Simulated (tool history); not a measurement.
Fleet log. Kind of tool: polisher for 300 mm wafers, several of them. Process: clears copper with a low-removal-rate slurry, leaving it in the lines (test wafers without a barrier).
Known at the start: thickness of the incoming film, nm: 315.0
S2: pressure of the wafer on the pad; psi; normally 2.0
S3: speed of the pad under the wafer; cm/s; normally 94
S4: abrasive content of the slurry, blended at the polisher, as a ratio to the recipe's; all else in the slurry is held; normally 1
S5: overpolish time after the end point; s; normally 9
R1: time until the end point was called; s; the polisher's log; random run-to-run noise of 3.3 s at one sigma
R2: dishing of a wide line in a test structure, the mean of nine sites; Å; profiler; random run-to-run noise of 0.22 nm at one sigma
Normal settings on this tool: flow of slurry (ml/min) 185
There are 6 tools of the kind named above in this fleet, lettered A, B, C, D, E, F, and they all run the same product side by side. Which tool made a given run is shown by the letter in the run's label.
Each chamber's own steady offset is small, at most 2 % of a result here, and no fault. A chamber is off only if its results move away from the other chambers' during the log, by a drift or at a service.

{"hour": 3.6, "done": "chamber A: slurry nozzle cleaned"}
{"run": "1E", "hour": 6.2, "flow of slurry (ml/min)": 185, "S2": 2.0, "S3": 94, "S4": 1, "S5": 9, "R1": 177.68, "R2": 115.65}
{"run": "2B", "hour": 13.9, "flow of slurry (ml/min)": 185, "S2": 2.0, "S3": 94, "S4": 1, "S5": 9, "R1": 180.98, "R2": 117.16}
{"run": "3A", "hour": 21.0, "flow of slurry (ml/min)": 185, "S2": 2.0, "S3": 94, "S4": 1, "S5": 9, "R1": 177.66, "R2": 118.13}
{"hour": 23.6, "done": "chamber A: worn pad replaced by a new one"}
{"hour": 27.1, "done": "chamber D: slurry blender recalibrated"}
{"run": "4F", "hour": 29.4, "flow of slurry (ml/min)": 185, "S2": 2.0, "S3": 94, "S4": 1, "S5": 9, "R1": 175.22, "R2": 116.46}
{"run": "5C", "hour": 39.0, "flow of slurry (ml/min)": 185, "S2": 2.0, "S3": 94, "S4": 1, "S5": 9, "R1": 181.43, "R2": 118.27}
{"run": "6D", "hour": 47.6, "flow of slurry (ml/min)": 185, "S2": 2.0, "S3": 94, "S4": 1, "S5": 9, "R1": 178.71, "R2": 114.21}
{"hour": 49.5, "done": "chamber D: worn pad replaced by a new one"}
{"hour": 54.8, "done": "chamber E: worn pad replaced by a new one"}
{"run": "7C", "hour": 56.9, "flow of slurry (ml/min)": 185, "S2": 2.0, "S3": 94, "S4": 1, "S5": 9, "R1": 180.54, "R2": 118.92}
{"hour": 57.4, "done": "chamber E: slurry blender recalibrated"}
{"run": "8B", "hour": 64.6, "flow of slurry (ml/min)": 185, "S2": 1.4, "S3": 94, "S4": 1, "S5": 9, "R1": 262.69, "R2": 78.752}
{"hour": 68.5, "done": "chamber A: slurry blender recalibrated"}
{"run": "9D", "hour": 71.0, "flow of slurry (ml/min)": 185, "S2": 1.4, "S3": 94, "S4": 1, "S5": 9, "R1": 253.75, "R2": 85.055}
{"run": "10F", "hour": 77.8, "flow of slurry (ml/min)": 185, "S2": 1.4, "S3": 94, "S4": 1, "S5": 9, "R1": 258.83, "R2": 81.639}
{"hour": 82.0, "done": "chamber B: slurry nozzle cleaned"}
{"run": "11E", "hour": 87.5, "flow of slurry (ml/min)": 185, "S2": 1.4, "S3": 94, "S4": 1, "S5": 9, "R1": 244.61, "R2": 82.741}
{"run": "12A", "hour": 92.9, "flow of slurry (ml/min)": 185, "S2": 1.4, "S3": 94, "S4": 1, "S5": 9, "R1": 268.69, "R2": 81.465}
{"run": "13F", "hour": 100.3, "flow of slurry (ml/min)": 185, "S2": 1.4, "S3": 94, "S4": 1, "S5": 9, "R1": 266.72, "R2": 83.907}
{"run": "14B", "hour": 107.5, "flow of slurry (ml/min)": 185, "S2": 2.0, "S3": 94, "S4": 1, "S5": 9, "R1": 188.23, "R2": 116.16}
{"hour": 114.8, "done": "chamber A: worn pad replaced by a new one"}
{"run": "15C", "hour": 117.7, "flow of slurry (ml/min)": 185, "S2": 2.0, "S3": 94, "S4": 1, "S5": 9, "R1": 173.6, "R2": 114.29}
{"run": "16E", "hour": 126.7, "flow of slurry (ml/min)": 185, "S2": 2.0, "S3": 94, "S4": 1, "S5": 9, "R1": 183.13, "R2": 118.36}
{"hour": 128.3, "done": "chamber B: worn pad replaced by a new one"}
{"hour": 133.2, "done": "chamber F: slurry nozzle cleaned"}
{"run": "17A", "hour": 137.0, "flow of slurry (ml/min)": 185, "S2": 2.0, "S3": 94, "S4": 1, "S5": 9, "R1": 174.75, "R2": 117.12}
{"run": "18D", "hour": 142.9, "flow of slurry (ml/min)": 185, "S2": 2.0, "S3": 94, "S4": 1, "S5": 9, "R1": 176.46, "R2": 119.91}
{"run": "19A", "hour": 149.8, "flow of slurry (ml/min)": 185, "S2": 2.0, "S3": 120, "S4": 1, "S5": 6, "R1": 136.81, "R2": 101.27}
{"hour": 154.4, "done": "chamber C: worn pad replaced by a new one"}
{"run": "20B", "hour": 155.2, "flow of slurry (ml/min)": 185, "S2": 2.0, "S3": 120, "S4": 1, "S5": 6, "R1": 145.35, "R2": 100.19}
{"run": "21F", "hour": 162.7, "flow of slurry (ml/min)": 185, "S2": 2.0, "S3": 120, "S4": 1, "S5": 6, "R1": 143.34, "R2": 98.895}
{"run": "22D", "hour": 172.0, "flow of slurry (ml/min)": 185, "S2": 2.0, "S3": 120, "S4": 1, "S5": 6, "R1": 141.85, "R2": 99.983}
{"hour": 181.4, "done": "chamber E: worn pad replaced by a new one"}
{"run": "23C", "hour": 182.1, "flow of slurry (ml/min)": 185, "S2": 2.0, "S3": 120, "S4": 1, "S5": 6, "R1": 139.88, "R2": 99.303}
{"run": "24E", "hour": 189.7, "flow of slurry (ml/min)": 185, "S2": 2.0, "S3": 120, "S4": 1, "S5": 6, "R1": 141.48, "R2": 100.52}
{"hour": 190.9, "done": "chamber F: slurry blender recalibrated"}
{"run": "25C", "hour": 198.8, "flow of slurry (ml/min)": 185, "S2": 2.0, "S3": 94, "S4": 1, "S5": 9, "R1": 182.45, "R2": 113.76}
{"hour": 201.0, "done": "chamber D: slurry nozzle cleaned"}
{"run": "26F", "hour": 208.0, "flow of slurry (ml/min)": 185, "S2": 2.0, "S3": 94, "S4": 1, "S5": 9, "R1": 181.01, "R2": 114.89}
{"hour": 210.5, "done": "chamber A: worn pad replaced by a new one"}
{"hour": 211.4, "done": "chamber F: worn pad replaced by a new one"}
{"run": "27D", "hour": 215.8, "flow of slurry (ml/min)": 185, "S2": 2.0, "S3": 94, "S4": 1, "S5": 9, "R1": 174.24, "R2": 118.14}
{"run": "28E", "hour": 222.2, "flow of slurry (ml/min)": 185, "S2": 2.0, "S3": 94, "S4": 1, "S5": 9, "R1": 175.65, "R2": 120.14}
{"run": "29B", "hour": 227.3, "flow of slurry (ml/min)": 185, "S2": 2.0, "S3": 94, "S4": 1, "S5": 9, "R1": 184.83, "R2": 115.24}
{"run": "30A", "hour": 232.5, "flow of slurry (ml/min)": 185, "S2": 2.0, "S3": 94, "S4": 1, "S5": 9, "R1": 183.19, "R2": 116.59}
{"hour": 236.6, "done": "chamber B: worn pad replaced by a new one"}
{"run": "31E", "hour": 241.9, "flow of slurry (ml/min)": 185, "S2": 2.0, "S3": 94, "S4": 1, "S5": 9, "R1": 171.29, "R2": 113.83}
{"hour": 246.6, "done": "chamber D: worn pad replaced by a new one"}
{"run": "32A", "hour": 248.1, "flow of slurry (ml/min)": 185, "S2": 2.0, "S3": 94, "S4": 1, "S5": 9, "R1": 178.43, "R2": 114.05}
{"run": "33D", "hour": 256.3, "flow of slurry (ml/min)": 185, "S2": 2.0, "S3": 94, "S4": 1, "S5": 9, "R1": 177.66, "R2": 112.95}
{"run": "34B", "hour": 261.3, "flow of slurry (ml/min)": 185, "S2": 2.0, "S3": 94, "S4": 1, "S5": 11, "R1": 181.41, "R2": 137.87}
{"run": "35C", "hour": 270.8, "flow of slurry (ml/min)": 185, "S2": 2.0, "S3": 94, "S4": 1, "S5": 11, "R1": 179.01, "R2": 136.77}
{"run": "36F", "hour": 275.8, "flow of slurry (ml/min)": 185, "S2": 2.0, "S3": 94, "S4": 1, "S5": 11, "R1": 181.98, "R2": 139.24}
{"run": "37D", "hour": 281.1, "flow of slurry (ml/min)": 185, "S2": 2.0, "S3": 94, "S4": 1, "S5": 11, "R1": 179.05, "R2": 139.96}
{"run": "38A", "hour": 287.3, "flow of slurry (ml/min)": 185, "S2": 2.0, "S3": 94, "S4": 1, "S5": 11, "R1": 181.59, "R2": 141.79}

Each of the 6 chambers runs these same settings next. Fill in every chamber's results:
{"run": "39A", "hour": 294.7, "flow of slurry (ml/min)": 185, "S2": 2.0, "S3": 94, "S4": 1, "S5": 12, "R1": "?", "R2": "?"}
{"run": "39B", "hour": 294.7, "flow of slurry (ml/min)": 185, "S2": 2.0, "S3": 94, "S4": 1, "S5": 12, "R1": "?", "R2": "?"}
{"run": "39C", "hour": 294.7, "flow of slurry (ml/min)": 185, "S2": 2.0, "S3": 94, "S4": 1, "S5": 12, "R1": "?", "R2": "?"}
{"run": "39D", "hour": 294.7, "flow of slurry (ml/min)": 185, "S2": 2.0, "S3": 94, "S4": 1, "S5": 12, "R1": "?", "R2": "?"}
{"run": "39E", "hour": 294.7, "flow of slurry (ml/min)": 185, "S2": 2.0, "S3": 94, "S4": 1, "S5": 12, "R1": "?", "R2": "?"}
{"run": "39F", "hour": 294.7, "flow of slurry (ml/min)": 185, "S2": 2.0, "S3": 94, "S4": 1, "S5": 12, "R1": "?", "R2": "?"}

run=39A R1=179.75 R2=150.620
run=39B R1=183.98 R2=148.600
run=39C R1=179.89 R2=150.000
run=39D R1=176.01 R2=150.910
run=39E R1=178.41 R2=150.470
run=39F R1=184.28 R2=151.290
